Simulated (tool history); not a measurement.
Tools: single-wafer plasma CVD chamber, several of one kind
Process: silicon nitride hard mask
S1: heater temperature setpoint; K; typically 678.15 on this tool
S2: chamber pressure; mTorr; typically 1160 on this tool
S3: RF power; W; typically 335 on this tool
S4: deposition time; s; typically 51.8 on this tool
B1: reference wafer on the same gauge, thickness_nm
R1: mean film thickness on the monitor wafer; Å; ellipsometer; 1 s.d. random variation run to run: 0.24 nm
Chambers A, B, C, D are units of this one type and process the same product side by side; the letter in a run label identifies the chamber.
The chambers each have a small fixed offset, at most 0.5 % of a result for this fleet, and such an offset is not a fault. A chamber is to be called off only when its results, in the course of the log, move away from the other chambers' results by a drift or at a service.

run 1D hour=12.7 | S1=678.15 S2=1160 S3=335 S4=51.8 | B1=49.480 | R1=579.97
run 2A hour=23.1 | S1=678.15 S2=1160 S3=335 S4=51.8 | B1=49.534 | R1=581.18
run 3C hour=38.0 | S1=678.15 S2=1160 S3=335 S4=51.8 | B1=49.506 | R1=581.58
run 4B hour=50.3 | S1=678.15 S2=1160 S3=335 S4=51.8 | B1=49.518 | R1=579.85
run 5A hour=66.4 | S1=678.15 S2=1160 S3=335 S4=51.8 | B1=49.479 | R1=579.78
run 6D hour=81.8 | S1=678.15 S2=1160 S3=335 S4=51.8 | B1=49.468 | R1=578.27
run 7B hour=94.5 | S1=678.15 S2=1160 S3=335 S4=51.8 | B1=49.529 | R1=578.07
run 8C hour=105.7 | S1=678.15 S2=1160 S3=335 S4=51.8 | B1=49.520 | R1=580.53
run 9A hour=118.7 | S1=678.15 S2=1160 S3=335 S4=51.8 | B1=49.450 | R1=583.40
run 10D hour=135.3 | S1=678.15 S2=1160 S3=335 S4=51.8 | B1=49.456 | R1=581.12
run 11B hour=149.1 | S1=678.15 S2=1160 S3=335 S4=51.8 | B1=49.495 | R1=573.82
run 12C hour=159.4 | S1=678.15 S2=1160 S3=335 S4=51.8 | B1=49.462 | R1=578.93
run 13A hour=173.6 | S1=678.15 S2=1160 S3=335 S4=51.8 | B1=49.486 | R1=573.40
run 14B hour=185.5 | S1=678.15 S2=1040 S3=335 S4=43.8 | B1=49.464 | R1=471.38
run 15C hour=195.9 | S1=678.15 S2=1040 S3=335 S4=43.8 | B1=49.478 | R1=469.54
run 16D hour=210.3 | S1=678.15 S2=1040 S3=335 S4=43.8 | B1=49.525 | R1=470.51
run 17B hour=219.1 | S1=678.15 S2=1040 S3=335 S4=43.8 | B1=49.499 | R1=472.47
run 18A hour=231.7 | S1=678.15 S2=1160 S3=335 S4=51.8 | B1=49.510 | R1=569.81
run 19D hour=245.8 | S1=678.15 S2=1160 S3=335 S4=51.8 | B1=49.531 | R1=576.75
run 20C hour=257.0 | S1=678.15 S2=1160 S3=335 S4=51.8 | B1=49.484 | R1=576.32
run 21C hour=266.3 | S1=678.15 S2=1160 S3=335 S4=51.8 | B1=49.465 | R1=581.63
run 22A hour=279.0 | S1=678.15 S2=1160 S3=335 S4=51.8 | B1=49.526 | R1=570.70
-- hour=288.2 chamber C: thermocouple changed; heater temperature recalibrated
run 23D hour=291.4 | S1=678.15 S2=1160 S3=335 S4=51.8 | B1=49.549 | R1=579.48
run 24B hour=298.8 | S1=678.15 S2=1160 S3=335 S4=51.8 | B1=49.535 | R1=575.34
run 25C hour=311.5 | S1=688.15 S2=1160 S3=335 S4=51.8 | B1=49.420 | R1=575.04
run 26B hour=322.2 | S1=688.15 S2=1160 S3=335 S4=51.8 | B1=49.435 | R1=575.85
run 27A hour=335.9 | S1=688.15 S2=1160 S3=335 S4=51.8 | B1=49.541 | R1=565.41
run 28D hour=350.7 | S1=688.15 S2=1160 S3=335 S4=51.8 | B1=49.547 | R1=573.88
-- hour=357.5 chamber B: capacitance manometer re-zeroed and calibrated
run 29C hour=360.1 | S1=678.15 S2=1160 S3=335 S4=51.8 | B1=49.520 | R1=584.68
run 30B hour=370.4 | S1=678.15 S2=1060 S3=335 S4=51.8 | B1=49.502 | R1=562.87
run 31A hour=385.5 | S1=678.15 S2=1060 S3=335 S4=51.8 | B1=49.478 | R1=547.89
run 32D hour=394.7 | S1=678.15 S2=1060 S3=335 S4=51.8 | B1=49.508 | R1=558.61
run 33C hour=406.1 | S1=678.15 S2=1060 S3=335 S4=51.8 | B1=49.508 | R1=560.28
run 34B hour=416.8 | S1=678.15 S2=1160 S3=335 S4=51.8 | B1=49.488 | R1=575.33
run 35D hour=424.0 | S1=678.15 S2=1160 S3=335 S4=51.8 | B1=49.480 | R1=577.48
run 36A hour=440.5 | S1=678.15 S2=1160 S3=335 S4=51.8 | B1=49.495 | R1=559.87
run 37B hour=454.2 | S1=678.15 S2=1160 S3=335 S4=51.8 | B1=49.529 | R1=580.25
run 38D hour=468.7 | S1=678.15 S2=1160 S3=290 S4=59.6 | B1=49.480 | R1=605.44
run 39A hour=479.1 | S1=678.15 S2=1160 S3=290 S4=59.6 | B1=49.527 | R1=585.76
run 40C hour=490.1 | S1=678.15 S2=1160 S3=290 S4=59.6 | B1=49.513 | R1=606.05

All chambers now run identical settings, listed one chamber a line with results as question marks. What results will each chamber show?
run 41A hour=502.0 | S1=678.15 S2=1160 S3=375 S4=51.8 | R1=?
run 41B hour=502.0 | S1=678.15 S2=1160 S3=375 S4=51.8 | R1=?
run 41C hour=502.0 | S1=678.15 S2=1160 S3=375 S4=51.8 | R1=?
run 41D hour=502.0 | S1=678.15 S2=1160 S3=375 S4=51.8 | R1=?

run=41A R1=598.50
run=41B R1=615.39
run=41C R1=623.57
run=41D R1=617.21
